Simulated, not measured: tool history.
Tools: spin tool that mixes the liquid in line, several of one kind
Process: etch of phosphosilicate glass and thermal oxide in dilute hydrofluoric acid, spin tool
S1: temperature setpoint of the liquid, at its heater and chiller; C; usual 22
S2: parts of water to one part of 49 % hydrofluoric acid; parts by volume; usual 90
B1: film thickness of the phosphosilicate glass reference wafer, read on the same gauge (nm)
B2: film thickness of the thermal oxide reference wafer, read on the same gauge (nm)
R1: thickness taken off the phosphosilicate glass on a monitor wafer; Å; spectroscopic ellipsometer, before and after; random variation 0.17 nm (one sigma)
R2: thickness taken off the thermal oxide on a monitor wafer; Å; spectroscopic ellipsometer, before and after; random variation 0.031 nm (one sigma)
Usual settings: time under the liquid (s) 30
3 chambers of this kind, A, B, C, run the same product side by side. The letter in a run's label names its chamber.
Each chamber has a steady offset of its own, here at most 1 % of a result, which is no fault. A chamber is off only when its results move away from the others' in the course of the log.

run 1B hour=4.6 | S1=22 S2=90 time_under_the_liquid_(s)=30 | B1=40.004 B2=80.024 | R1=403.55 R2=14.784
run 2A hour=9.3 | S1=22 S2=90 time_under_the_liquid_(s)=30 | B1=40.008 B2=79.996 | R1=408.7 R2=14.663
run 3C hour=13.1 | S1=22 S2=90 time_under_the_liquid_(s)=30 | B1=39.987 B2=80.022 | R1=402.47 R2=15.124
run 4A hour=16.2 | S1=22 S2=90 time_under_the_liquid_(s)=30 | B1=39.993 B2=79.99 | R1=408.49 R2=14.585
run 5C hour=19.6 | S1=25 S2=115 time_under_the_liquid_(s)=30 | B1=40.01 B2=80.001 | R1=345.51 R2=12.918
run 6B hour=22.4 | S1=25 S2=115 time_under_the_liquid_(s)=30 | B1=40.009 B2=79.988 | R1=347.78 R2=12.35
run 7C hour=26.1 | S1=25 S2=115 time_under_the_liquid_(s)=30 | B1=40.003 B2=80.002 | R1=347.24 R2=12.306
run 8A hour=30.3 | S1=22 S2=90 time_under_the_liquid_(s)=30 | B1=40.007 B2=80.016 | R1=410.95 R2=14.73
run 9B hour=34.8 | S1=22 S2=90 time_under_the_liquid_(s)=30 | B1=39.992 B2=80.002 | R1=404.46 R2=14.746
-- hour=36.6 chamber A: thermometer replaced
run 10B hour=37.6 | S1=22 S2=90 time_under_the_liquid_(s)=30 | B1=40.011 B2=79.997 | R1=405.79 R2=14.233
run 11A hour=42.6 | S1=17.5 S2=90 time_under_the_liquid_(s)=30 | B1=39.991 B2=79.972 | R1=341.29 R2=12.232
run 12C hour=47.5 | S1=17.5 S2=90 time_under_the_liquid_(s)=30 | B1=40.012 B2=80.02 | R1=336.78 R2=12.718
run 13C hour=52.4 | S1=17.5 S2=90 time_under_the_liquid_(s)=30 | B1=39.997 B2=79.971 | R1=336.83 R2=12.409
run 14A hour=56.1 | S1=22 S2=90 time_under_the_liquid_(s)=30 | B1=40.01 B2=79.998 | R1=408.96 R2=14.665
run 15B hour=59.4 | S1=22 S2=90 time_under_the_liquid_(s)=30 | B1=40.002 B2=79.998 | R1=406.34 R2=14.325
run 16A hour=63.5 | S1=22 S2=90 time_under_the_liquid_(s)=30 | B1=39.991 B2=80.002 | R1=406.73 R2=14.442
run 17B hour=68.2 | S1=22 S2=90 time_under_the_liquid_(s)=30 | B1=40.006 B2=79.999 | R1=404.37 R2=14.334
run 18C hour=72.6 | S1=22 S2=90 time_under_the_liquid_(s)=30 | B1=40.007 B2=80.039 | R1=403.24 R2=15.048
run 19A hour=78 | S1=22 S2=90 time_under_the_liquid_(s)=30 | B1=39.998 B2=80.013 | R1=405.92 R2=15.262
run 20B hour=81.8 | S1=22 S2=90 time_under_the_liquid_(s)=30 | B1=40.01 B2=79.991 | R1=407.77 R2=14.577
run 21C hour=85.4 | S1=22 S2=90 time_under_the_liquid_(s)=30 | B1=40.005 B2=79.999 | R1=404 R2=14.47
run 22B hour=88.2 | S1=22 S2=90 time_under_the_liquid_(s)=30 | B1=40.015 B2=79.976 | R1=405.85 R2=14.813
run 23C hour=91.6 | S1=22 S2=90 time_under_the_liquid_(s)=30 | B1=39.997 B2=79.986 | R1=404.97 R2=15.516
run 24A hour=97.1 | S1=22 S2=90 time_under_the_liquid_(s)=30 | B1=40 B2=80.017 | R1=408.23 R2=14.419
run 25A hour=100.1 | S1=22 S2=90 time_under_the_liquid_(s)=30 | B1=40.002 B2=80.001 | R1=409.88 R2=14.886
run 26B hour=105.1 | S1=23.5 S2=110 time_under_the_liquid_(s)=30 | B1=40.007 B2=80.036 | R1=342.63 R2=12.509
run 27C hour=108.9 | S1=23.5 S2=110 time_under_the_liquid_(s)=30 | B1=39.997 B2=80.008 | R1=342.2 R2=12.66
run 28C hour=114 | S1=23.5 S2=110 time_under_the_liquid_(s)=30 | B1=40.018 B2=80 | R1=344.76 R2=12.186
run 29A hour=117.7 | S1=22 S2=90 time_under_the_liquid_(s)=30 | B1=39.988 B2=79.969 | R1=404.5 R2=14.75
run 30B hour=120.1 | S1=22 S2=90 time_under_the_liquid_(s)=30 | B1=39.994 B2=79.997 | R1=406.92 R2=14.627
run 31C hour=124 | S1=22 S2=90 time_under_the_liquid_(s)=30 | B1=39.985 B2=80.004 | R1=401.03 R2=14.971
run 32A hour=128.2 | S1=22 S2=90 time_under_the_liquid_(s)=30 | B1=40.016 B2=79.978 | R1=404.67 R2=14.638
run 33B hour=131.8 | S1=22 S2=90 time_under_the_liquid_(s)=30 | B1=39.989 B2=79.946 | R1=406.96 R2=14.463
run 34A hour=136.6 | S1=22 S2=90 time_under_the_liquid_(s)=30 | B1=40.006 B2=80.001 | R1=405.13 R2=14.853
run 35B hour=139.6 | S1=22 S2=90 time_under_the_liquid_(s)=30 | B1=40.022 B2=80.006 | R1=407.36 R2=14.147
run 36C hour=143.2 | S1=22 S2=90 time_under_the_liquid_(s)=30 | B1=39.999 B2=80.015 | R1=406.03 R2=15.021
run 37A hour=148 | S1=22 S2=90 time_under_the_liquid_(s)=30 | B1=39.986 B2=80.002 | R1=410.61 R2=15.183

All 3 chambers run these settings next. Forecast each chamber's results:
run 38A hour=151.9 | S1=22 S2=90 time_under_the_liquid_(s)=30 | R1=? R2=?
run 38B hour=151.9 | S1=22 S2=90 time_under_the_liquid_(s)=30 | R1=? R2=?
run 38C hour=151.9 | S1=22 S2=90 time_under_the_liquid_(s)=30 | R1=? R2=?

run=38A R1=406.4 R2=15.156
run=38B R1=406.13 R2=14.481
run=38C R1=404.52 R2=14.207
